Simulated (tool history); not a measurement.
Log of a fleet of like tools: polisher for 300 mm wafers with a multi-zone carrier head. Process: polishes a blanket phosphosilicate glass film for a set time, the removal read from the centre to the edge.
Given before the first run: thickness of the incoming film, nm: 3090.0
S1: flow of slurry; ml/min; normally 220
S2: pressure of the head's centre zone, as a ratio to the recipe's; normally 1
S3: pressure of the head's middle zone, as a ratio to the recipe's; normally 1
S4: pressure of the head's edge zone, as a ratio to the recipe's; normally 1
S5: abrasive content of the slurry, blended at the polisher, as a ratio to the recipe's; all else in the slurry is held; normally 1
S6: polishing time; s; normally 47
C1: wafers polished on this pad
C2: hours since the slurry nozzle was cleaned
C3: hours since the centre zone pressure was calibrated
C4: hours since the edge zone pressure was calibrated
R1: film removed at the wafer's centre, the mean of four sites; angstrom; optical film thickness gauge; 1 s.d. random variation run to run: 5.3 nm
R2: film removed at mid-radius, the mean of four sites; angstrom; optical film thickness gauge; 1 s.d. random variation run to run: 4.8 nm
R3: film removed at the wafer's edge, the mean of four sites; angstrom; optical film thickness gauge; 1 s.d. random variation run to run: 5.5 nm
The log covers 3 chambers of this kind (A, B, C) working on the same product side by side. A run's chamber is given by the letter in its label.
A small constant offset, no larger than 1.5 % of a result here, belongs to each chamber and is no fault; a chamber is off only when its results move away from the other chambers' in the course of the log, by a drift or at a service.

run,hour,S1,S2,S3,S4,S5,S6,C1,C2,C3,C4,R1,R2,R3
1B,3.9,220,1,1,1,1,47,800,344.8,225.9,327.9,5612.1,5741.4,5514.1
2A,7.6,220,1,1,1,1,47,209,335.9,308,199.7,5663.4,5587,5608.9
3C,10.9,220,1,1,1,1,47,291,625.5,851,630.4,5732.3,5565.6,5660.5
4C,14.5,220,1,1,1,1,47,328,629.1,854.6,634,5735.9,5618.2,5717.2
5A,17.2,220,1,1,1,1,47,306,345.5,317.6,209.3,5472.9,5637.8,5666.4
# hour 19.8: chamber B: slurry nozzle cleaned
6B,20.7,220,1,1,1,1,47,970,0.9,242.7,344.7,5605.7,5721.2,5636
# hour 24.7: chamber C: centre zone pressure recalibrated
7B,24.8,220,1,1,1,1,47,1012,5,246.8,348.8,5708.7,5705.6,5703
8A,27.2,220,0.9,1,1,1,36,407,355.5,327.6,219.3,3823.5,4355,4308.4
# hour 28.4: chamber B: worn pad replaced by a new one
9C,30,220,0.9,1,1,1,36,485,644.6,5.3,649.5,4351.6,4351.5,4365.7
10C,33.8,220,0.9,1,1,1,36,523,648.4,9.1,653.3,4351.3,4306.2,4388.1
11B,37.3,220,1,1,1,1,47,90,17.5,259.3,361.3,5627.7,5638.7,5679.3
12A,40.3,220,1,1,1,1,47,540,368.6,340.7,232.4,5468.6,5558.6,5622
13C,44.5,220,1,1,1,1,47,632,659.1,19.8,664,6238.5,5620.5,5706.9
14B,47.6,220,1,1,1,1,47,195,27.8,269.6,371.6,5615.5,5730.7,5583.2
15A,51.1,220,1,1,1,1,47,650,379.4,351.5,243.2,5540.1,5685.3,5482.1
# hour 52: chamber C: worn pad replaced by a new one
16C,54.5,220,1,0.93,0.91,1,47,25,669.1,29.8,674,6280.1,5234.2,5437.7
17B,56.6,220,1,0.93,0.91,1,47,286,36.8,278.6,380.6,5629,5410.2,5451
18A,60.6,220,1,0.93,0.91,1,47,746,388.9,361,252.7,5635.6,5298.1,5365.7
19B,62.7,150,1,1,1.04,1,47,348,42.9,284.7,386.7,5216,5371,5368.1
20A,65.8,150,1,1,1.04,1,47,799,394.1,366.2,257.9,5220.2,5358.7,5415.6
21C,68.1,150,1,1,1.04,1,47,163,682.7,43.4,687.6,5745.3,5314.8,5458.8
22B,71.4,220,1,1,1,1,47,436,51.6,293.4,395.4,5520,5716.5,5583.8

Read the log: is a single chamber off, either drifting away or since a service, is the gauge that measures every chamber drifting, or is nothing wrong beyond small per-chamber offsets? Name any odd chamber and what most likely caused it.

Chamber C came out of a service off from its peers and stayed that way.
Likeliest cause: centre zone's pressure above its setpoint, % = 9.

Below are 4 candidate recipes for chamber C's next run, each the usual settings with a change, their results shown as question marks. Which of them brings C's results back in line with what the other chambers give on the usual settings?
In line here means within this much of the mean the other chambers give on the usual settings: R1 180 angstrom; R2 170 angstrom; R3 190 angstrom
23C-1,74.4,225,1.08,0.96,0.99,1,48,,,,,?,?,?
23C-2,74.4,230,1.17,0.91,0.96,1,50,,,,,?,?,?
23C-3,74.4,210,0.83,1.08,1.03,1,45,,,,,?,?,?
23C-4,74.4,215,0.92,1.04,1.01,1,46,,,,,?,?,?

The mean the other chambers reach with the usual settings: R1 5614.2 angstrom; R2 5681.9 angstrom; R3 5596.6 angstrom
run,R1,R2,R3
23C-1,6982.3,5534,5777.2
23C-2,7945.9,5506.7,5940.2
23C-3,4872.8,5728.4,5482.2
23C-4,5592.7,5673.2,5563.2
23C-4 brings the chamber back in line.

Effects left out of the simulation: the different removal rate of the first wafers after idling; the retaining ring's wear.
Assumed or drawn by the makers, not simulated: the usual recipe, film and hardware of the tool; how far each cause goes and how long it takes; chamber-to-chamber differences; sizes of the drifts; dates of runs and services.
